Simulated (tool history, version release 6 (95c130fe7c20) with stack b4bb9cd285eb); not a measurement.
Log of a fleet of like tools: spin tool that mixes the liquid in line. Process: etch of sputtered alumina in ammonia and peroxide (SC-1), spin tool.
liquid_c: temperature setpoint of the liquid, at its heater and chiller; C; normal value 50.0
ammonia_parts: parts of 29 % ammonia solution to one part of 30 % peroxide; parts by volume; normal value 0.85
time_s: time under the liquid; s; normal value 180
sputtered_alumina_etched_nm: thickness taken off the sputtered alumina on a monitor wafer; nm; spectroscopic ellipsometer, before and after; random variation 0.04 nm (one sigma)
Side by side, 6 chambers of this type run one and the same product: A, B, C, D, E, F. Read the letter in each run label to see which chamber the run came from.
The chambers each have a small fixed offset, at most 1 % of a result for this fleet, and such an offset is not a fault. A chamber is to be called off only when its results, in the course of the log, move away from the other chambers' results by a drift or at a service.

run	hour	liquid_c	ammonia_parts	time_s	hours since the thermometer was replaced	hours since the ammonia flow meter was replaced	hours since the heated supply line was repaired	hours since the drum of ammonia solution was connected	read-back film thickness of the sputtered alumina reference wafer, read on the same gauge (nm)	sputtered_alumina_etched_nm
1A	11.5	50.0	0.85	180	831.7	481.5	490.9	378.0	100.020	8.7665
# hour 17.3: chamber B: new drum of ammonia solution connected
2C	21.0	50.0	0.85	180	782.8	457.2	1307.5	75.7	100.000	8.7792
3D	32.1	50.0	0.85	180	1188.5	428.7	1400.2	61.4	100.000	8.6228
# hour 35.5: chamber B: heated supply line repaired
4F	39.4	50.0	0.85	180	1092.0	597.6	2141.7	283.6	100.020	8.6589
5E	49.8	50.0	0.85	180	326.3	308.3	2399.2	504.3	99.971	8.6895
6B	58.3	50.0	0.85	180	2295.6	90.9	22.9	41.0	99.999	8.7058
7D	65.4	50.0	0.85	180	1221.8	462.0	1433.5	94.7	99.979	8.6482
8F	76.8	50.0	0.85	180	1129.4	635.0	2179.1	321.0	100.030	8.6597
9E	86.7	50.0	0.85	180	363.2	345.2	2436.1	541.2	99.981	8.6597
10A	96.4	50.0	0.85	180	916.6	566.4	575.8	462.9	100.070	8.7185
11C	104.3	50.0	0.85	180	866.1	540.5	1390.8	159.0	99.986	8.7677
12B	112.7	50.0	0.85	180	2350.0	145.3	77.3	95.4	99.994	8.7159
# hour 118.5: chamber F: thermometer replaced
13F	120.2	50.0	0.85	180	1.8	678.4	2222.5	364.4	99.992	8.7464
14A	132.2	50.0	0.85	180	952.4	602.2	611.6	498.7	99.972	8.7203
15D	138.3	42.5	0.65	180	1294.7	534.9	1506.4	167.6	99.960	5.5153
16E	150.1	42.5	0.65	180	426.6	408.6	2499.5	604.6	100.040	5.5340
# hour 158.0: chamber D: heated supply line repaired
# hour 159.2: chamber E: new drum of ammonia solution connected
# hour 162.1: chamber D: ammonia flow meter replaced
17B	162.3	42.5	0.65	180	2399.6	194.9	126.9	145.0	99.991	5.6122
18C	172.0	42.5	0.65	180	933.8	608.2	1458.5	226.7	100.060	5.5781
# hour 179.1: chamber D: thermometer replaced
19A	180.0	42.5	0.65	180	1000.2	650.0	659.4	546.5	100.000	5.4771
20E	189.1	42.5	0.65	180	465.6	447.6	2538.5	30.0	100.010	5.5526
21D	198.4	50.0	0.85	180	19.3	36.4	40.4	227.7	100.020	8.6516
22B	210.7	50.0	0.85	180	2448.0	243.3	175.3	193.4	100.000	8.7248
23F	222.9	50.0	0.85	180	104.5	781.1	2325.2	467.1	99.969	8.6708
# hour 228.4: chamber C: ammonia flow meter replaced
24C	229.9	50.0	0.85	180	991.7	1.5	1516.4	284.6	100.010	8.7315
# hour 231.1: chamber E: ammonia flow meter replaced
# hour 234.9: chamber B: thermometer replaced
25E	237.0	50.0	0.85	180	513.5	5.9	2586.4	77.9	99.966	8.7085
26A	248.5	50.0	0.85	180	1068.7	718.5	727.9	615.0	99.989	8.4182
27D	257.4	58.5	0.85	100	78.3	95.4	99.4	286.7	100.030	7.5851
28B	264.0	58.5	0.85	100	29.1	296.6	228.6	246.7	99.983	7.6393
29C	270.3	58.5	0.85	100	1032.1	41.9	1556.8	325.0	100.010	7.6397
30F	281.7	58.5	0.85	100	163.3	839.9	2384.0	525.9	100.010	7.5549
31F	287.7	58.5	0.85	100	169.3	845.9	2390.0	531.9	100.030	7.5800
32D	293.5	58.5	0.85	100	114.4	131.5	135.5	322.8	99.995	7.5724
33A	300.4	50.0	0.85	180	1120.6	770.4	779.8	666.9	100.000	8.2944
34C	307.8	50.0	0.85	180	1069.6	79.4	1594.3	362.5	99.993	8.7263
35B	319.1	50.0	0.85	180	84.2	351.7	283.7	301.8	99.998	8.6642
36E	325.3	50.0	0.85	180	601.8	94.2	2674.7	166.2	99.986	8.7317
37B	337.0	50.0	0.85	180	102.1	369.6	301.6	319.7	100.020	8.7016
38A	345.6	50.0	0.85	180	1165.8	815.6	825.0	712.1	100.020	8.1883

What goes on in this fleet: one chamber off, a drifting gauge, or nothing beyond the chambers' own small offsets? Name the chamber and the cause, if any.

Little by little, chamber A moves away from the other chambers.
Likeliest cause: temperature lost on the way to the wafer (K) = 1.2.
From this log alone, it may not be told apart from: liquid colder than its thermometer reads (K).

Which of the 4 candidates below, each the usual settings with something changed and its results left as question marks, puts chamber A back in line with what the other chambers give on the usual settings?
In line means no further than this from the other chambers' mean on the usual settings: sputtered_alumina_etched_nm 0.1400 nm
39A-1	354.4	50.5	0.85	185						?
39A-2	354.4	49.0	0.85	180						?
39A-3	354.4	49.5	0.85	180						?
39A-4	354.4	50.0	0.85	185						?

On the usual settings, the other chambers give on average: sputtered_alumina_etched_nm 8.6905 nm
run	sputtered_alumina_etched_nm
39A-1	8.7016
39A-2	7.7853
39A-3	8.0053
39A-4	8.4594
The answer is 39A-1, which returns the chamber to within the allowed miss of the others.
